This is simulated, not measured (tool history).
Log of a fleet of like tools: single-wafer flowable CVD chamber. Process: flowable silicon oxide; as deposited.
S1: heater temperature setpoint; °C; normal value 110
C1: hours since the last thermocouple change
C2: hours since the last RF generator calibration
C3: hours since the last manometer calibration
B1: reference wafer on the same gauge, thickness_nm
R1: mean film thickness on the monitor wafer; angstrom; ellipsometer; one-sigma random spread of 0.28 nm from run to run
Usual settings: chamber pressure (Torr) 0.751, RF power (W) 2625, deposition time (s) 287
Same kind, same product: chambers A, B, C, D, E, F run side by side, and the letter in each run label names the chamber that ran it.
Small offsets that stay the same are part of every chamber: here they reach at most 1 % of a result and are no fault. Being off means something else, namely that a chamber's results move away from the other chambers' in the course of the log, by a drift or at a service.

{"run": "1E", "day": 0.283, "S1": 110, "chamber pressure (Torr)": 0.751, "RF power (W)": 2625, "deposition time (s)": 287, "C1": 2057.4, "C2": 1265.4, "C3": 406.4, "B1": 144, "R1": 1207.8}
{"day": 0.642, "done": "chamber C: thermocouple changed; heater temperature recalibrated"}
{"run": "2D", "day": 0.675, "S1": 110, "chamber pressure (Torr)": 0.751, "RF power (W)": 2625, "deposition time (s)": 287, "C1": 990.4, "C2": 1347, "C3": 896.8, "B1": 144.05, "R1": 1208.1}
{"run": "3A", "day": 1.054, "S1": 110, "chamber pressure (Torr)": 0.751, "RF power (W)": 2625, "deposition time (s)": 287, "C1": 216.2, "C2": 593.6, "C3": 639.4, "B1": 143.97, "R1": 1209.3}
{"run": "4C", "day": 1.392, "S1": 110, "chamber pressure (Torr)": 0.751, "RF power (W)": 2625, "deposition time (s)": 287, "C1": 18.1, "C2": 1107, "C3": 1154.4, "B1": 144.01, "R1": 1203.7}
{"run": "5F", "day": 1.942, "S1": 110, "chamber pressure (Torr)": 0.751, "RF power (W)": 2625, "deposition time (s)": 287, "C1": 526.3, "C2": 1211.7, "C3": 270.1, "B1": 143.92, "R1": 1196.9}
{"run": "6B", "day": 2.5, "S1": 110, "chamber pressure (Torr)": 0.751, "RF power (W)": 2625, "deposition time (s)": 287, "C1": 1976.5, "C2": 365, "C3": 1136, "B1": 144.01, "R1": 1214.7}
{"run": "7A", "day": 3.054, "S1": 110, "chamber pressure (Torr)": 0.751, "RF power (W)": 2625, "deposition time (s)": 287, "C1": 264.2, "C2": 641.6, "C3": 687.4, "B1": 144.05, "R1": 1204.2}
{"run": "8E", "day": 3.471, "S1": 110, "chamber pressure (Torr)": 0.751, "RF power (W)": 2625, "deposition time (s)": 287, "C1": 2133.9, "C2": 1341.9, "C3": 482.9, "B1": 144.01, "R1": 1211.6}
{"run": "9B", "day": 3.783, "S1": 110, "chamber pressure (Torr)": 0.751, "RF power (W)": 2625, "deposition time (s)": 287, "C1": 2007.3, "C2": 395.8, "C3": 1166.8, "B1": 143.94, "R1": 1211.5}
{"run": "10F", "day": 4.35, "S1": 110, "chamber pressure (Torr)": 0.751, "RF power (W)": 2625, "deposition time (s)": 287, "C1": 584.1, "C2": 1269.5, "C3": 327.9, "B1": 144.06, "R1": 1195.5}
{"run": "11D", "day": 4.617, "S1": 110, "chamber pressure (Torr)": 0.657, "RF power (W)": 2625, "deposition time (s)": 312, "C1": 1085, "C2": 1441.6, "C3": 991.4, "B1": 143.97, "R1": 1086.1}
{"run": "12C", "day": 5.058, "S1": 110, "chamber pressure (Torr)": 0.657, "RF power (W)": 2625, "deposition time (s)": 312, "C1": 106.1, "C2": 1195, "C3": 1242.4, "B1": 144, "R1": 1097.1}
{"run": "13A", "day": 5.562, "S1": 110, "chamber pressure (Torr)": 0.657, "RF power (W)": 2625, "deposition time (s)": 312, "C1": 324.4, "C2": 701.8, "C3": 747.6, "B1": 144.07, "R1": 1089.4}
{"run": "14E", "day": 5.958, "S1": 110, "chamber pressure (Torr)": 0.657, "RF power (W)": 2625, "deposition time (s)": 312, "C1": 2193.6, "C2": 1401.6, "C3": 542.6, "B1": 143.9, "R1": 1110.3}
{"run": "15F", "day": 6.417, "S1": 110, "chamber pressure (Torr)": 0.657, "RF power (W)": 2625, "deposition time (s)": 312, "C1": 633.7, "C2": 1319.1, "C3": 377.5, "B1": 143.98, "R1": 1087.2}
{"run": "16B", "day": 6.733, "S1": 110, "chamber pressure (Torr)": 0.657, "RF power (W)": 2625, "deposition time (s)": 312, "C1": 2078.1, "C2": 466.6, "C3": 1237.6, "B1": 143.98, "R1": 1097.6}
{"day": 6.788, "done": "chamber E: RF generator calibrated"}
{"run": "17D", "day": 7.3, "S1": 110, "chamber pressure (Torr)": 0.751, "RF power (W)": 2625, "deposition time (s)": 287, "C1": 1149.4, "C2": 1506, "C3": 1055.8, "B1": 143.99, "R1": 1196.3}
{"day": 7.379, "done": "chamber B: thermocouple changed; heater temperature recalibrated"}
{"run": "18C", "day": 7.654, "S1": 110, "chamber pressure (Torr)": 0.751, "RF power (W)": 2625, "deposition time (s)": 287, "C1": 168.4, "C2": 1257.3, "C3": 1304.7, "B1": 143.99, "R1": 1198.4}
{"run": "19E", "day": 8.208, "S1": 110, "chamber pressure (Torr)": 0.751, "RF power (W)": 2625, "deposition time (s)": 287, "C1": 2247.6, "C2": 34.2, "C3": 596.6, "B1": 143.99, "R1": 1208.2}
{"run": "20A", "day": 8.55, "S1": 110, "chamber pressure (Torr)": 0.751, "RF power (W)": 2115, "deposition time (s)": 269, "C1": 396.1, "C2": 773.5, "C3": 819.3, "B1": 144.06, "R1": 1089.9}
{"run": "21F", "day": 9.025, "S1": 110, "chamber pressure (Torr)": 0.751, "RF power (W)": 2115, "deposition time (s)": 269, "C1": 696.3, "C2": 1381.7, "C3": 440.1, "B1": 144.08, "R1": 1081}
{"run": "22D", "day": 9.542, "S1": 110, "chamber pressure (Torr)": 0.751, "RF power (W)": 2115, "deposition time (s)": 269, "C1": 1203.2, "C2": 1559.8, "C3": 1109.6, "B1": 144.06, "R1": 1082.9}
{"run": "23C", "day": 10.0, "S1": 110, "chamber pressure (Torr)": 0.751, "RF power (W)": 2115, "deposition time (s)": 269, "C1": 224.7, "C2": 1313.6, "C3": 1361, "B1": 143.87, "R1": 1089.9}
{"run": "24B", "day": 10.529, "S1": 110, "chamber pressure (Torr)": 0.751, "RF power (W)": 2115, "deposition time (s)": 269, "C1": 75.6, "C2": 557.7, "C3": 1328.7, "B1": 144.03, "R1": 1101.1}
{"run": "25A", "day": 11.096, "S1": 110, "chamber pressure (Torr)": 0.751, "RF power (W)": 2115, "deposition time (s)": 269, "C1": 457.2, "C2": 834.6, "C3": 880.4, "B1": 144.06, "R1": 1090.6}
{"run": "26E", "day": 11.662, "S1": 110, "chamber pressure (Torr)": 0.751, "RF power (W)": 2440, "deposition time (s)": 287, "C1": 2330.5, "C2": 117.1, "C3": 679.5, "B1": 144.04, "R1": 1203}
{"run": "27D", "day": 12.121, "S1": 110, "chamber pressure (Torr)": 0.751, "RF power (W)": 2440, "deposition time (s)": 287, "C1": 1265.1, "C2": 1621.7, "C3": 1171.5, "B1": 144.01, "R1": 1172.8}
{"run": "28B", "day": 12.546, "S1": 110, "chamber pressure (Torr)": 0.751, "RF power (W)": 2440, "deposition time (s)": 287, "C1": 124, "C2": 606.1, "C3": 1377.1, "B1": 144.07, "R1": 1199.6}
{"run": "29F", "day": 12.867, "S1": 110, "chamber pressure (Torr)": 0.751, "RF power (W)": 2440, "deposition time (s)": 287, "C1": 788.5, "C2": 1473.9, "C3": 532.3, "B1": 144.02, "R1": 1183.6}
{"run": "30C", "day": 13.408, "S1": 110, "chamber pressure (Torr)": 0.751, "RF power (W)": 2440, "deposition time (s)": 287, "C1": 306.5, "C2": 1395.4, "C3": 1442.8, "B1": 143.95, "R1": 1183.3}
{"run": "31E", "day": 13.825, "S1": 110, "chamber pressure (Torr)": 0.751, "RF power (W)": 2440, "deposition time (s)": 287, "C1": 2382.4, "C2": 169, "C3": 731.4, "B1": 144.06, "R1": 1204.6}
{"run": "32C", "day": 14.158, "S1": 110, "chamber pressure (Torr)": 0.751, "RF power (W)": 2625, "deposition time (s)": 287, "C1": 324.5, "C2": 1413.4, "C3": 1460.8, "B1": 144.01, "R1": 1204.5}
{"run": "33D", "day": 14.662, "S1": 110, "chamber pressure (Torr)": 0.751, "RF power (W)": 2625, "deposition time (s)": 287, "C1": 1326.1, "C2": 1682.7, "C3": 1232.5, "B1": 143.98, "R1": 1176.7}
{"day": 14.979, "done": "chamber E: thermocouple changed; heater temperature recalibrated"}
{"run": "34A", "day": 15.154, "S1": 110, "chamber pressure (Torr)": 0.751, "RF power (W)": 2625, "deposition time (s)": 287, "C1": 554.6, "C2": 932, "C3": 977.8, "B1": 144, "R1": 1211.2}
{"run": "35F", "day": 15.458, "S1": 110, "chamber pressure (Torr)": 0.751, "RF power (W)": 2625, "deposition time (s)": 287, "C1": 850.7, "C2": 1536.1, "C3": 594.5, "B1": 144.03, "R1": 1197.3}
{"run": "36B", "day": 15.85, "S1": 110, "chamber pressure (Torr)": 0.751, "RF power (W)": 2625, "deposition time (s)": 287, "C1": 203.3, "C2": 685.4, "C3": 1456.4, "B1": 144.06, "R1": 1217.2}
{"run": "37E", "day": 16.412, "S1": 110, "chamber pressure (Torr)": 0.751, "RF power (W)": 2625, "deposition time (s)": 287, "C1": 34.4, "C2": 231.1, "C3": 793.5, "B1": 144, "R1": 1206}

All chambers now run identical settings, listed one chamber a line with results as question marks. What results will each chamber show?
{"run": "38A", "day": 16.833, "S1": 110, "chamber pressure (Torr)": 0.751, "RF power (W)": 2625, "deposition time (s)": 287, "R1": "?"}
{"run": "38B", "day": 16.833, "S1": 110, "chamber pressure (Torr)": 0.751, "RF power (W)": 2625, "deposition time (s)": 287, "R1": "?"}
{"run": "38C", "day": 16.833, "S1": 110, "chamber pressure (Torr)": 0.751, "RF power (W)": 2625, "deposition time (s)": 287, "R1": "?"}
{"run": "38D", "day": 16.833, "S1": 110, "chamber pressure (Torr)": 0.751, "RF power (W)": 2625, "deposition time (s)": 287, "R1": "?"}
{"run": "38E", "day": 16.833, "S1": 110, "chamber pressure (Torr)": 0.751, "RF power (W)": 2625, "deposition time (s)": 287, "R1": "?"}
{"run": "38F", "day": 16.833, "S1": 110, "chamber pressure (Torr)": 0.751, "RF power (W)": 2625, "deposition time (s)": 287, "R1": "?"}

run=38A R1=1213.3
run=38B R1=1211.3
run=38C R1=1204
run=38D R1=1174.5
run=38E R1=1213.9
run=38F R1=1194.1

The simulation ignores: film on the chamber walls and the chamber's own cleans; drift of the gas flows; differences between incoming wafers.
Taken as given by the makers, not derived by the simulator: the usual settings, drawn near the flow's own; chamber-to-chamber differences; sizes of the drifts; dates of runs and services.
